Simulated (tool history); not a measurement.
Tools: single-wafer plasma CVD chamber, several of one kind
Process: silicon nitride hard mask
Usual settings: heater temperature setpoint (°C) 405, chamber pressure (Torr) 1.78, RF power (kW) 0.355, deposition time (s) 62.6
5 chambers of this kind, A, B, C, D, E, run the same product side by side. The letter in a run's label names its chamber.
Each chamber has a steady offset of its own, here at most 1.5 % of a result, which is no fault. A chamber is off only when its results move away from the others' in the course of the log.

run     day  heater temperature setpoint (°C)  chamber pressure (Torr)  RF power (kW)  deposition time (s)  hours since the last thermocouple change  hours since the last RF generator calibration  hours since the last manometer calibration  read-back reference wafer on the same gauge, thickness_nm  mean film thickness on the monitor wafer (nm)
 1A   0.492                               405                     1.78          0.355                 62.6                                      2256                                         1899.1                                       265.5                                                     93.601                                         82.489
 2E   1.142                               405                     1.78          0.355                 62.6                                     305.3                                          179.6                                       884.2                                                     93.564                                         81.435
 3D   1.775                               405                     1.78          0.355                 62.6                                    1174.1                                          888.8                                      1126.3                                                     93.543                                         82.652
 4C   2.292                               405                     1.78          0.355                 62.6                                      1711                                         1423.4                                      1178.8                                                     93.581                                         81.854
 5B   2.638                               405                     1.78          0.355                 62.6                                     980.9                                          224.1                                      1199.6                                                     93.544                                         82.698
      2.721  -- chamber B: capacitance manometer re-zeroed and calibrated
      3.133  -- chamber D: RF generator calibrated
 6D   3.283                               405                     1.78          0.355                 62.6                                    1210.3                                            3.7                                      1162.5                                                      93.51                                         82.616
 7E   3.929                               405                     1.78          0.355                 62.6                                     372.2                                          246.5                                       951.1                                                     93.511                                         81.399
      3.938  -- chamber C: RF generator calibrated
 8B   4.354                               405                     1.78          0.355                 62.6                                    1022.1                                          265.3                                        39.3                                                     93.495                                         82.925
 9A   4.725                               405                      1.4          0.355                 62.6                                    2357.6                                         2000.7                                       367.1                                                     93.467                                         76.796
10C   5.108                               405                      1.4          0.355                 62.6                                    1778.6                                           28.1                                      1246.4                                                     93.495                                         76.449
11E   5.721                               405                      1.4          0.355                 62.6                                     415.2                                          289.5                                       994.1                                                     93.438                                         75.813
      6.004  -- chamber C: thermocouple changed; heater temperature recalibrated
12A   6.392                               405                      1.4          0.355                 62.6                                    2397.6                                         2040.7                                       407.1                                                     93.433                                         76.694
13D   7.046                               405                      1.4          0.355                 62.6                                    1300.6                                             94                                      1252.8                                                     93.428                                         76.998
14B   7.458                               405                     1.78          0.355                 62.6                                    1096.6                                          339.8                                       113.8                                                     93.436                                         82.582
15C   7.892                               405                     1.78          0.355                 62.6                                      45.3                                           94.9                                      1313.2                                                     93.433                                         81.667
      8.004  -- chamber E: capacitance manometer re-zeroed and calibrated
16D    8.45                               405                     1.78          0.355                 62.6                                    1334.3                                          127.7                                      1286.5                                                      93.43                                         82.697
17B   8.896                               405                     1.78          0.355                 62.6                                    1131.1                                          374.3                                       148.3                                                     93.374                                         82.785
18A   9.258                               405                     1.78          0.355                 62.6                                    2466.4                                         2109.5                                       475.9                                                     93.353                                         82.156
19C   9.621                               405                     1.78          0.355                 62.6                                      86.8                                          136.4                                      1354.7                                                     93.362                                         81.703
      9.758  -- chamber D: capacitance manometer re-zeroed and calibrated
20E  10.267                               405                     1.78          0.355                 62.6                                     524.3                                          398.6                                        54.3                                                     93.356                                         81.173
21B  10.571                               405                     1.78          0.355                 62.6                                    1171.3                                          414.5                                       188.5                                                     93.353                                         82.612
22A  10.871                               405                     1.78          0.355                 62.6                                    2505.1                                         2148.2                                       514.6                                                     93.377                                         82.318
23D  11.188                               405                     1.92          0.355                 56.9                                      1400                                          193.4                                        34.3                                                     93.357                                         76.642
24C  11.696                               405                     1.92          0.355                 56.9                                     136.6                                          186.2                                      1404.5                                                     93.345                                         75.919
25E  12.125                               405                     1.92          0.355                 56.9                                     568.9                                          443.2                                        98.9                                                     93.299                                         75.549
26A  12.712                               405                     1.92          0.355                 56.9                                    2549.3                                         2192.4                                       558.8                                                     93.291                                         76.265
27E  13.142                               405                     1.92          0.355                 56.9                                     593.3                                          467.6                                       123.3                                                     93.273                                          75.32
28C  13.562                               405                     1.78          0.355                 62.6                                     181.4                                            231                                      1449.3                                                     93.295                                         81.678
29B  14.158                               405                     1.78          0.355                 62.6                                    1257.4                                          500.6                                       274.6                                                     93.271                                         82.509
     14.533  -- chamber A: RF generator calibrated
30D  14.829                               405                     1.78          0.355                 62.6                                    1487.4                                          280.8                                       121.7                                                     93.239                                          82.36
31C  15.317                               405                     1.78          0.355                 62.6                                     223.5                                          273.1                                      1491.4                                                     93.271                                          81.47
32B  15.871                               405                     1.78          0.355                 54.9                                    1298.5                                          541.7                                       315.7                                                     93.244                                         72.441
33A  16.204                               405                     1.78          0.355                 54.9                                    2633.1                                           40.2                                       642.6                                                     93.214                                         71.953
34E  16.617                               405                     1.78          0.355                 54.9                                     676.7                                            551                                       206.7                                                     93.204                                         71.141
35D  17.146                               405                     1.78          0.355                 54.9                                      1543                                          336.4                                       177.3                                                     93.203                                         72.373
36A  17.492                               405                     1.78          0.355                 54.9                                      2664                                           71.1                                       673.5                                                     93.187                                          72.02
37D  17.925                               405                     1.45          0.355                 57.9                                    1561.7                                          355.1                                         196                                                     93.164                                         71.751

Is one chamber off against the others, does the gauge drift, or is nothing wrong? If a chamber is off, say which, and what the likeliest cause is.

The gauge drifts, so all chambers seem to drift together. No chamber is off.
Cause: gauge reads low (%) = 0.462.
